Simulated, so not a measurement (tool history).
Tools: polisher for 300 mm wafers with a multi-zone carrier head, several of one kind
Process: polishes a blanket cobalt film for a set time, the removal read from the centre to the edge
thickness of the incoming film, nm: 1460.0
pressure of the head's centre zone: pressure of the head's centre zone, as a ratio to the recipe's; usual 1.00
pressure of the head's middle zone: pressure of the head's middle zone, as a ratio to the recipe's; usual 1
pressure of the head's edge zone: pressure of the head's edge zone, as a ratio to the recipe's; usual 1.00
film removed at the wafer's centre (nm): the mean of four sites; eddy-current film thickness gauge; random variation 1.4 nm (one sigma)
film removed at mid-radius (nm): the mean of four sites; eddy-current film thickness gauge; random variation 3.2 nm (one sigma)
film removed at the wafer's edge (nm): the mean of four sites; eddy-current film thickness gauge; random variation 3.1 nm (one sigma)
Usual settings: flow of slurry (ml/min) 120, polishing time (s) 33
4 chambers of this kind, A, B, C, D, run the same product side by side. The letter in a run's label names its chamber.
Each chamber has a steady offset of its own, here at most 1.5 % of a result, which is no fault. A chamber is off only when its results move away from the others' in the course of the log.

run   hour  flow of slurry (ml/min)  pressure of the head's centre zone  pressure of the head's middle zone  pressure of the head's edge zone  polishing time (s)  wafers polished on this pad  hours since the slurry nozzle was cleaned  hours since the centre zone pressure was calibrated  hours since the edge zone pressure was calibrated  film removed at the wafer's centre (nm)  film removed at mid-radius (nm)  film removed at the wafer's edge (nm)
 1C    3.8                      120                                1.00                                   1                              1.00                  33                          334                                      262.7                                                461.6                                              808.3                                   222.08                           221.42                                 222.41
 2B    7.4                      120                                1.00                                   1                              1.00                  33                         1110                                      566.2                                                727.6                                              464.2                                   225.20                           221.63                                 223.84
       8.4  -- chamber B: worn pad replaced by a new one
      10.8  -- chamber A: worn pad replaced by a new one
 3D   12.9                      120                                1.00                                   1                              1.00                  33                         1072                                       69.7                                                650.2                                              820.5                                   224.84                           219.88                                 219.26
 4A   19.3                      120                                1.00                                   1                              1.00                  33                          152                                      561.8                                                607.6                                              112.4                                   223.60                           220.78                                 222.33
      19.6  -- chamber D: worn pad replaced by a new one
 5B   23.6                      120                                1.00                                   1                              1.00                  33                          273                                      582.4                                                743.8                                              480.4                                   225.48                           225.89                                 223.69
 6D   26.9                      120                                1.00                                   1                              1.00                  33                          131                                       83.7                                                664.2                                              834.5                                   224.30                           224.18                                 222.23
      27.8  -- chamber C: edge zone pressure recalibrated
 7C   31.9                      120                                1.00                                   1                              1.00                  33                          838                                      290.8                                                489.7                                                4.2                                   225.56                           220.09                                 220.85
      36.6  -- chamber C: worn pad replaced by a new one
 8A   37.9                      120                                1.00                                   1                              1.00                  33                          486                                      580.4                                                626.2                                              131.0                                   223.48                           226.72                                 224.03
 9B   44.6                      120                                1.00                                   1                              1.00                  33                          650                                      603.4                                                764.8                                              501.4                                   225.78                           221.46                                 225.43
10A   51.0                      120                                1.00                                   1                              1.00                  33                          721                                      593.5                                                639.3                                              144.1                                   222.08                           232.99                                 227.83
11D   56.7                      120                                1.00                                   1                              1.00                  33                          666                                      113.5                                                694.0                                              864.3                                   223.93                           229.55                                 224.64
12C   63.1                      120                                1.00                                   1                              1.00                  33                          476                                      322.0                                                520.9                                               35.4                                   222.61                           222.00                                 223.88
      63.6  -- chamber B: worn pad replaced by a new one
      64.1  -- chamber A: centre zone pressure recalibrated
13D   67.0                      120                                1.00                                   1                              0.89                  33                          850                                      123.8                                                704.3                                              874.6                                   224.33                           228.91                                 212.39
14A   71.8                      120                                1.00                                   1                              0.89                  33                         1094                                      614.3                                                  7.7                                              164.9                                   209.47                           228.98                                 213.84
15C   78.2                      120                                1.00                                   1                              0.89                  33                          747                                      337.1                                                536.0                                               50.5                                   224.10                           223.74                                 204.58
16B   83.0                      120                                1.00                                   1                              0.89                  33                          349                                      641.8                                                803.2                                              539.8                                   225.34                           228.07                                 213.03
      86.3  -- chamber B: centre zone pressure recalibrated
17C   86.5                      120                                1.00                                   1                              1.00                  33                          895                                      345.4                                                544.3                                               58.8                                   225.58                           228.06                                 225.31
      88.2  -- chamber A: worn pad replaced by a new one
18A   92.4                      120                                1.00                                   1                              1.00                  33                           75                                      634.9                                                 28.3                                              185.5                                   212.17                           224.10                                 227.79
19D   97.5                      120                                1.00                                   1                              1.00                  33                         1397                                      154.3                                                734.8                                              905.1                                   223.03                           219.27                                 224.07
      99.1  -- chamber D: worn pad replaced by a new one
     100.4  -- chamber A: slurry nozzle cleaned
     101.1  -- chamber C: worn pad replaced by a new one
20B  103.7                      120                                1.00                                   1                              1.00                  33                          720                                      662.5                                                 17.5                                              560.5                                   226.03                           231.21                                 224.34
21B  108.9                      120                                1.00                                   1                              1.00                  33                          813                                      667.7                                                 22.7                                              565.7                                   228.31                           226.13                                 225.92
22D  113.7                      120                                1.00                                   1                              1.00                  33                          263                                      170.5                                                751.0                                              921.3                                   225.74                           223.84                                 222.71
     116.3  -- chamber B: worn pad replaced by a new one
23C  117.5                      155                                1.00                                   1                              1.00                  33                          294                                      376.4                                                575.3                                               89.8                                   238.85                           238.36                                 227.92
24A  121.5                      155                                1.00                                   1                              1.00                  33                          597                                       21.1                                                 57.4                                              214.6                                   223.29                           244.07                                 239.16
25A  125.2                      155                                1.00                                   1                              1.00                  33                          663                                       24.8                                                 61.1                                              218.3                                   221.38                           239.04                                 242.11
26D  130.3                      155                                1.00                                   1                              1.00                  33                          561                                      187.1                                                767.6                                              937.9                                   240.00                           233.60                                 232.83
27C  134.6                      120                                1.00                                   1                              1.00                  33                          601                                      393.5                                                592.4                                              106.9                                   223.78                           227.56                                 231.05
28B  139.4                      120                                1.05                                   1                              1.00                  29                          414                                      698.2                                                 53.2                                              596.2                                   207.97                           201.85                                 204.71
29B  145.9                      120                                1.05                                   1                              1.00                  29                          531                                      704.7                                                 59.7                                              602.7                                   206.64                           196.57                                 194.74
30D  150.4                      120                                1.05                                   1                              1.00                  29                          921                                      207.2                                                787.7                                              958.0                                   208.64                           198.36                                 194.43
31A  155.1                      120                                1.05                                   1                              1.00                  29                         1199                                       54.7                                                 91.0                                              248.2                                   194.28                           196.43                                 198.63
     158.2  -- chamber C: worn pad replaced by a new one
32C  161.6                      120                                1.00                                   1                              1.00                  33                           62                                      420.5                                                619.4                                              133.9                                   224.68                           221.29                                 221.51

What goes on in this fleet: one chamber off, a drifting gauge, or nothing beyond the chambers' own small offsets? Name the chamber and the cause, if any.

A service left chamber A off against the others.
Cause: centre zone's pressure below its setpoint, % = 5.25.

Here are 4 candidates for chamber A's next run, each the usual settings with a change, their results left as question marks. Which one brings its results back in line with what the others give on the usual settings?
In line means no further than this from the other chambers' mean on the usual settings: film removed at the wafer's centre (nm) 4.70; film removed at mid-radius (nm) 11.00; film removed at the wafer's edge (nm) 11.00
33A-1  166.4                      115                                0.95                                1.01                              1.02                  33                                                                                                                                                                                                                        ?                                ?                                      ?
33A-2  166.4                      120                                0.98                                1.00                              1.01                  33                                                                                                                                                                                                                        ?                                ?                                      ?
33A-3  166.4                      125                                1.05                                0.99                              0.98                  33                                                                                                                                                                                                                        ?                                ?                                      ?
33A-4  166.4                      120                                1.02                                1.00                              0.99                  33                                                                                                                                                                                                                        ?                                ?                                      ?

The other chambers' mean on the usual settings: film removed at the wafer's centre (nm) 224.35; film removed at mid-radius (nm) 224.58; film removed at the wafer's edge (nm) 223.80
  run  film removed at the wafer's centre (nm)  film removed at mid-radius (nm)  film removed at the wafer's edge (nm)
33A-1                                   197.48                           228.15                                 227.28
33A-2                                   206.65                           228.40                                 227.76
33A-3                                   225.07                           228.40                                 225.74
33A-4                                   215.81                           228.35                                 225.40
33A-3 brings the chamber back in line.

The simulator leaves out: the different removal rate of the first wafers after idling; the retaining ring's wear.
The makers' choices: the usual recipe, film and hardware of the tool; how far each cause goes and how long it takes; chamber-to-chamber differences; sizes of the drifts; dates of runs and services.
